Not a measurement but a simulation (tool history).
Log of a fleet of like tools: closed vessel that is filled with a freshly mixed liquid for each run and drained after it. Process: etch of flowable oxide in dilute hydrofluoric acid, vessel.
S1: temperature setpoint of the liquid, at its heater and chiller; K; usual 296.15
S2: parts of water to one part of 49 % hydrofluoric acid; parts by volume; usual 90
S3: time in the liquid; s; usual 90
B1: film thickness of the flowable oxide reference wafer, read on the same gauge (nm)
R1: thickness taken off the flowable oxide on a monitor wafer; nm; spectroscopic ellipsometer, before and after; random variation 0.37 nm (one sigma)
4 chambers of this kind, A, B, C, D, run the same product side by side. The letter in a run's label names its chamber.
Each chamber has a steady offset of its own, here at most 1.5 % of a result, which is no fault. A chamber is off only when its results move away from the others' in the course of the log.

Run 1C, hour 6.2: usual settings; B1 69.972. Result: R1 45.340 nm.
Run 2B, hour 11.6: usual settings; B1 70.006. Result: R1 44.623 nm.
Run 3A, hour 18.0: usual settings; B1 69.993. Result: R1 45.648 nm.
Run 4D, hour 22.1: usual settings; B1 69.994. Result: R1 46.040 nm.
Run 5C, hour 26.4: usual settings; B1 69.983. Result: R1 44.046 nm.
Run 6D, hour 30.6: usual settings but S2 130 parts by volume, S3 40 s; B1 69.985. Result: R1 13.196 nm.
Run 7A, hour 36.2: usual settings but S2 130 parts by volume, S3 40 s; B1 70.002. Result: R1 13.307 nm.
Run 8B, hour 40.7: usual settings but S2 130 parts by volume, S3 40 s; B1 70.007. Result: R1 13.244 nm.
Run 9C, hour 46.8: usual settings but S2 130 parts by volume, S3 40 s; B1 69.997. Result: R1 13.105 nm.
Run 10D, hour 53.3: usual settings; B1 70.003. Result: R1 44.405 nm.
Run 11B, hour 57.6: usual settings; B1 70.000. Result: R1 45.195 nm.
At hour 60.2: chamber D: hydrofluoric acid flow meter replaced.
Run 12A, hour 61.7: usual settings but S1 291.65 K, S2 130 parts by volume; B1 70.027. Result: R1 25.050 nm.
Run 13D, hour 69.2: usual settings but S1 291.65 K, S2 130 parts by volume; B1 70.001. Result: R1 24.581 nm.
Run 14B, hour 73.8: usual settings but S1 291.65 K, S2 130 parts by volume; B1 69.974. Result: R1 24.769 nm.
Run 15A, hour 81.1: usual settings but S1 291.65 K, S2 130 parts by volume; B1 69.986. Result: R1 24.771 nm.
Run 16C, hour 86.6: usual settings; B1 70.009. Result: R1 44.945 nm.
Run 17A, hour 90.6: usual settings; B1 70.008. Result: R1 43.631 nm.
Run 18D, hour 97.5: usual settings; B1 69.989. Result: R1 44.963 nm.
Run 19C, hour 101.5: usual settings but S3 115 s; B1 70.004. Result: R1 56.907 nm.
Run 20B, hour 107.1: usual settings but S3 115 s; B1 69.984. Result: R1 57.652 nm.
Run 21C, hour 112.2: usual settings but S3 115 s; B1 70.015. Result: R1 57.947 nm.
Run 22A, hour 117.4: usual settings but S3 115 s; B1 69.980. Result: R1 56.237 nm.
Run 23B, hour 123.0: usual settings; B1 69.987. Result: R1 45.157 nm.
At hour 125.8: chamber C: hydrofluoric acid flow meter replaced.
Run 24D, hour 128.1: usual settings but S2 110 parts by volume, S3 60 s; B1 69.993. Result: R1 23.789 nm.
Run 25A, hour 132.4: usual settings but S2 110 parts by volume, S3 60 s; B1 70.004. Result: R1 22.970 nm.
Run 26C, hour 138.1: usual settings but S2 110 parts by volume, S3 60 s; B1 69.996. Result: R1 23.822 nm.
Run 27B, hour 142.1: usual settings but S2 110 parts by volume, S3 60 s; B1 69.987. Result: R1 23.784 nm.
Run 28D, hour 148.8: usual settings; B1 69.994. Result: R1 44.910 nm.
Run 29A, hour 153.0: usual settings; B1 70.002. Result: R1 42.509 nm.
Run 30D, hour 160.6: usual settings; B1 70.002. Result: R1 45.359 nm.
Run 31B, hour 164.4: usual settings; B1 70.035. Result: R1 44.616 nm.
Run 32C, hour 168.4: usual settings; B1 69.994. Result: R1 44.834 nm.
Run 33C, hour 173.9: usual settings but S1 300.65 K, S3 50 s; B1 69.992. Result: R1 30.079 nm.
Run 34A, hour 177.5: usual settings but S1 300.65 K, S3 50 s; B1 70.002. Result: R1 27.433 nm.
Run 35D, hour 181.9: usual settings but S1 300.65 K, S3 50 s; B1 70.004. Result: R1 29.628 nm.
Run 36B, hour 185.3: usual settings but S1 300.65 K, S3 50 s; B1 69.995. Result: R1 29.761 nm.
Run 37C, hour 191.7: usual settings but S3 135 s; B1 70.000. Result: R1 67.666 nm.
Run 38A, hour 198.9: usual settings but S3 135 s; B1 70.029. Result: R1 61.462 nm.
Run 39B, hour 204.3: usual settings but S3 135 s; B1 69.985. Result: R1 66.509 nm.
Run 40D, hour 209.9: usual settings but S3 135 s; B1 70.007. Result: R1 67.858 nm.
Run 41A, hour 216.4: usual settings; B1 70.005. Result: R1 40.126 nm.

All 4 chambers run these settings next. Forecast each chamber's results:
Run 42A, hour 221.8: usual settings. Result: R1 ?.
Run 42B, hour 221.8: usual settings. Result: R1 ?.
Run 42C, hour 221.8: usual settings. Result: R1 ?.
Run 42D, hour 221.8: usual settings. Result: R1 ?.

run      R1
42A  40.575
42B  44.981
42C  44.018
42D  45.669

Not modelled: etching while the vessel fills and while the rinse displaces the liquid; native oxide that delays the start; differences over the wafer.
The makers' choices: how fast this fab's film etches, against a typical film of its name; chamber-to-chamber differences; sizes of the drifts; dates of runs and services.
